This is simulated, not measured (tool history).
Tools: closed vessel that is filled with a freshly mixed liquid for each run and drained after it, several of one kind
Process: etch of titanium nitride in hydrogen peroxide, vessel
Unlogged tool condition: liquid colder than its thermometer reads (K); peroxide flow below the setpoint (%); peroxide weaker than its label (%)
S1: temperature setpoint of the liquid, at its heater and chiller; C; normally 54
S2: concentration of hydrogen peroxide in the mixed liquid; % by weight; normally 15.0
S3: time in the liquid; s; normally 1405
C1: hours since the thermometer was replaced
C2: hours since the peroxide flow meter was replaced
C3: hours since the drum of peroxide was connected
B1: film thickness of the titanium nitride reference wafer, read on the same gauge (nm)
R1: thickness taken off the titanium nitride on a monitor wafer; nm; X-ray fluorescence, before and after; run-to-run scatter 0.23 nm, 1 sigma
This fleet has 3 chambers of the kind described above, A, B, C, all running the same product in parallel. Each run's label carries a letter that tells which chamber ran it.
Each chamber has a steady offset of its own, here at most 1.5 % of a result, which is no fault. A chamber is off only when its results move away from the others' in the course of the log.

At hour 6.0: chamber A: new drum of peroxide connected.
Run 1C, hour 8.3: usual settings; C1 325.9; C2 28.7; C3 463.3; B1 50.037. Result: R1 44.130 nm.
Run 2A, hour 15.3: usual settings; C1 670.6; C2 132.8; C3 9.3; B1 50.021. Result: R1 43.935 nm.
Run 3B, hour 22.5: usual settings; C1 953.6; C2 478.4; C3 752.3; B1 50.053. Result: R1 44.163 nm.
Run 4B, hour 32.5: usual settings; C1 963.6; C2 488.4; C3 762.3; B1 50.003. Result: R1 44.486 nm.
Run 5C, hour 40.1: usual settings; C1 357.7; C2 60.5; C3 495.1; B1 50.000. Result: R1 44.228 nm.
Run 6A, hour 50.9: usual settings; C1 706.2; C2 168.4; C3 44.9; B1 50.031. Result: R1 43.503 nm.
Run 7C, hour 57.3: usual settings but S2 13.5 % by weight, S3 585 s; C1 374.9; C2 77.7; C3 512.3; B1 50.008. Result: R1 17.848 nm.
Run 8B, hour 64.9: usual settings but S2 13.5 % by weight, S3 585 s; C1 996.0; C2 520.8; C3 794.7; B1 50.038. Result: R1 17.964 nm.
Run 9A, hour 73.1: usual settings but S2 13.5 % by weight, S3 585 s; C1 728.4; C2 190.6; C3 67.1; B1 50.003. Result: R1 17.612 nm.
Run 10A, hour 84.0: usual settings; C1 739.3; C2 201.5; C3 78.0; B1 50.037. Result: R1 43.502 nm.
Run 11B, hour 89.5: usual settings; C1 1020.6; C2 545.4; C3 819.3; B1 49.961. Result: R1 43.914 nm.
Run 12C, hour 99.6: usual settings; C1 417.2; C2 120.0; C3 554.6; B1 49.977. Result: R1 43.986 nm.
Run 13B, hour 111.5: usual settings but S1 46 C, S2 13.5 % by weight; C1 1042.6; C2 567.4; C3 841.3; B1 50.020. Result: R1 24.237 nm.
Run 14A, hour 122.5: usual settings but S1 46 C, S2 13.5 % by weight; C1 777.8; C2 240.0; C3 116.5; B1 49.976. Result: R1 23.742 nm.
Run 15C, hour 131.3: usual settings but S1 46 C, S2 13.5 % by weight; C1 448.9; C2 151.7; C3 586.3; B1 50.023. Result: R1 24.083 nm.
Run 16C, hour 142.0: usual settings; C1 459.6; C2 162.4; C3 597.0; B1 49.991. Result: R1 44.513 nm.
Run 17A, hour 151.2: usual settings; C1 806.5; C2 268.7; C3 145.2; B1 50.024. Result: R1 43.439 nm.
Run 18B, hour 157.8: usual settings; C1 1088.9; C2 613.7; C3 887.6; B1 50.010. Result: R1 44.067 nm.
Run 19A, hour 168.7: usual settings; C1 824.0; C2 286.2; C3 162.7; B1 50.024. Result: R1 43.019 nm.
Run 20C, hour 175.9: usual settings but S2 12.0 % by weight; C1 493.5; C2 196.3; C3 630.9; B1 50.013. Result: R1 41.997 nm.
Run 21B, hour 182.8: usual settings but S2 12.0 % by weight; C1 1113.9; C2 638.7; C3 912.6; B1 50.007. Result: R1 42.277 nm.
Run 22C, hour 192.9: usual settings but S2 12.0 % by weight; C1 510.5; C2 213.3; C3 647.9; B1 49.999. Result: R1 42.475 nm.
Run 23A, hour 201.2: usual settings; C1 856.5; C2 318.7; C3 195.2; B1 50.022. Result: R1 43.108 nm.
Run 24B, hour 210.8: usual settings; C1 1141.9; C2 666.7; C3 940.6; B1 49.974. Result: R1 44.010 nm.
Run 25B, hour 223.2: usual settings; C1 1154.3; C2 679.1; C3 953.0; B1 49.995. Result: R1 43.886 nm.
Run 26C, hour 234.8: usual settings; C1 552.4; C2 255.2; C3 689.8; B1 49.995. Result: R1 44.248 nm.
Run 27A, hour 240.3: usual settings; C1 895.6; C2 357.8; C3 234.3; B1 49.965. Result: R1 42.358 nm.
Run 28B, hour 252.1: usual settings; C1 1183.2; C2 708.0; C3 981.9; B1 49.992. Result: R1 43.888 nm.
Run 29C, hour 263.1: usual settings; C1 580.7; C2 283.5; C3 718.1; B1 50.009. Result: R1 44.078 nm.
Run 30A, hour 270.3: usual settings; C1 925.6; C2 387.8; C3 264.3; B1 49.979. Result: R1 42.391 nm.
Run 31C, hour 281.8: usual settings but S2 17.5 % by weight, S3 700 s; C1 599.4; C2 302.2; C3 736.8; B1 50.005. Result: R1 22.498 nm.
Run 32B, hour 293.0: usual settings but S2 17.5 % by weight, S3 700 s; C1 1224.1; C2 748.9; C3 1022.8; B1 49.994. Result: R1 22.784 nm.
Run 33A, hour 304.1: usual settings but S2 17.5 % by weight, S3 700 s; C1 959.4; C2 421.6; C3 298.1; B1 49.952. Result: R1 21.664 nm.
Run 34C, hour 311.3: usual settings but S2 12.0 % by weight, S3 1980 s; C1 628.9; C2 331.7; C3 766.3; B1 49.983. Result: R1 59.459 nm.

All chambers now run identical settings, listed one chamber a line with results as question marks. What results will each chamber show?
Run 35A, hour 320.4: usual settings but S2 13.5 % by weight. Result: R1 ?.
Run 35B, hour 320.4: usual settings but S2 13.5 % by weight. Result: R1 ?.
Run 35C, hour 320.4: usual settings but S2 13.5 % by weight. Result: R1 ?.

run      R1
35A  41.099
35B  43.071
35C  43.030
